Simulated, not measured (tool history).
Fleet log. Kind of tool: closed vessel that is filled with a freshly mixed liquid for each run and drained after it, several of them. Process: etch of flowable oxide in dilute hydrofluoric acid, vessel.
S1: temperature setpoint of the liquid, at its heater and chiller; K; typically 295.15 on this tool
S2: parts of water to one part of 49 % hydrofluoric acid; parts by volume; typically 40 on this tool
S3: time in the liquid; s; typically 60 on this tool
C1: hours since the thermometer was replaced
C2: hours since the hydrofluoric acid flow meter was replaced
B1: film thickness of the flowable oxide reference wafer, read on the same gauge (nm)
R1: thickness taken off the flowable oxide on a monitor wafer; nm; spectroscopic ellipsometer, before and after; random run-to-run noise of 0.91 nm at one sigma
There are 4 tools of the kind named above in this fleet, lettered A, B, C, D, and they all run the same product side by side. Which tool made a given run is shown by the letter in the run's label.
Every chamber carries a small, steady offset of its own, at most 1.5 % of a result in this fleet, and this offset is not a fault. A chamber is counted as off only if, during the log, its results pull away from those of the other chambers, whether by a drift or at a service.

run    day      S1  S2  S3      C1      C2      B1       R1
 1B  0.254  295.15  40  60  2160.5  1383.4  59.995   95.653
 2C  0.471  295.15  40  60   195.9   704.8  60.024   95.067
 3A  0.675  295.15  40  60  2756.4   393.2  59.973   98.217
 4D  0.888  295.15  40  60   603.1   407.3  60.013   95.875
 5C  1.108  295.15  40  60   211.2   720.1  60.013   95.671
 6A  1.292  295.15  40  60  2771.2   408.0  59.964   94.894
 7B  1.458  295.15  40  60  2189.4  1412.3  59.990   95.915
 8D  1.679  295.15  40  60   622.1   426.3  60.027   94.225
 9D  1.942  295.15  40  60   628.4   432.6  59.966   96.190
10C  2.096  295.15  40  60   234.9   743.8  60.020   96.065
11B  2.208  295.15  40  60  2207.4  1430.3  60.024   97.076
12A  2.421  295.15  40  60  2798.3   435.1  59.955   96.445
13D  2.667  295.15  40  60   645.8   450.0  59.974   94.617
14B  2.896  292.15  40  60  2223.9  1446.8  60.015   82.733
15C  3.083  292.15  40  60   258.6   767.5  60.016   85.920
16A  3.333  292.15  40  60  2820.2   457.0  59.994   86.296
17C  3.546  292.15  40  60   269.7   778.6  60.035   83.051
18A  3.721  295.15  40  60  2829.5   466.3  60.005   98.196
     3.862  -- chamber D: hydrofluoric acid flow meter replaced
19D  3.983  295.15  40  60   677.4     3.0  60.006   93.367
20B  4.196  295.15  40  60  2255.1  1478.0  60.007   96.893
21D  4.396  295.15  40  60   687.3    12.9  59.993   94.985
22B  4.562  295.15  40  60  2263.9  1486.8  60.033   96.806
23A  4.821  295.15  30  75  2855.9   492.7  59.996  168.500
24C  5.012  295.15  30  75   304.9   813.8  60.034  161.440
25C  5.246  295.15  30  75   310.5   819.4  59.980  161.100
26A  5.433  295.15  30  75  2870.6   507.4  60.021  171.510
27B  5.571  295.15  40  60  2288.1  1511.0  60.005   94.422
28D  5.833  299.15  55  60   721.8    47.4  59.994   79.038
29D  6.050  299.15  55  60   727.0    52.6  59.971   78.808
30B  6.204  299.15  55  60  2303.3  1526.2  59.942   81.136
31C  6.421  299.15  55  60   338.7   847.6  59.962   81.184
32A  6.604  295.15  40  60  2898.7   535.5  59.987  101.300
     6.788  -- chamber A: thermometer replaced
33A  6.796  295.15  40  60     0.3   540.1  60.040  101.930
34C  6.942  295.15  40  60   351.2   860.1  60.025   94.915
35B  7.129  295.15  40  60  2325.5  1548.4  60.002   94.595
36D  7.371  295.15  40  60   758.7    84.3  60.004   94.740
37B  7.617  295.15  40  60  2337.2  1560.1  59.977   95.973
38C  7.754  295.15  40  60   370.7   879.6  60.004   95.418

Next, all 4 chambers run the settings below, one line each with question marks for the results. What does each chamber give?
39A  7.946  295.15  40  60               ?
39B  7.946  295.15  40  60               ?
39C  7.946  295.15  40  60               ?
39D  7.946  295.15  40  60               ?

run       R1
39A  103.290
39B   96.817
39C   95.896
39D   93.170
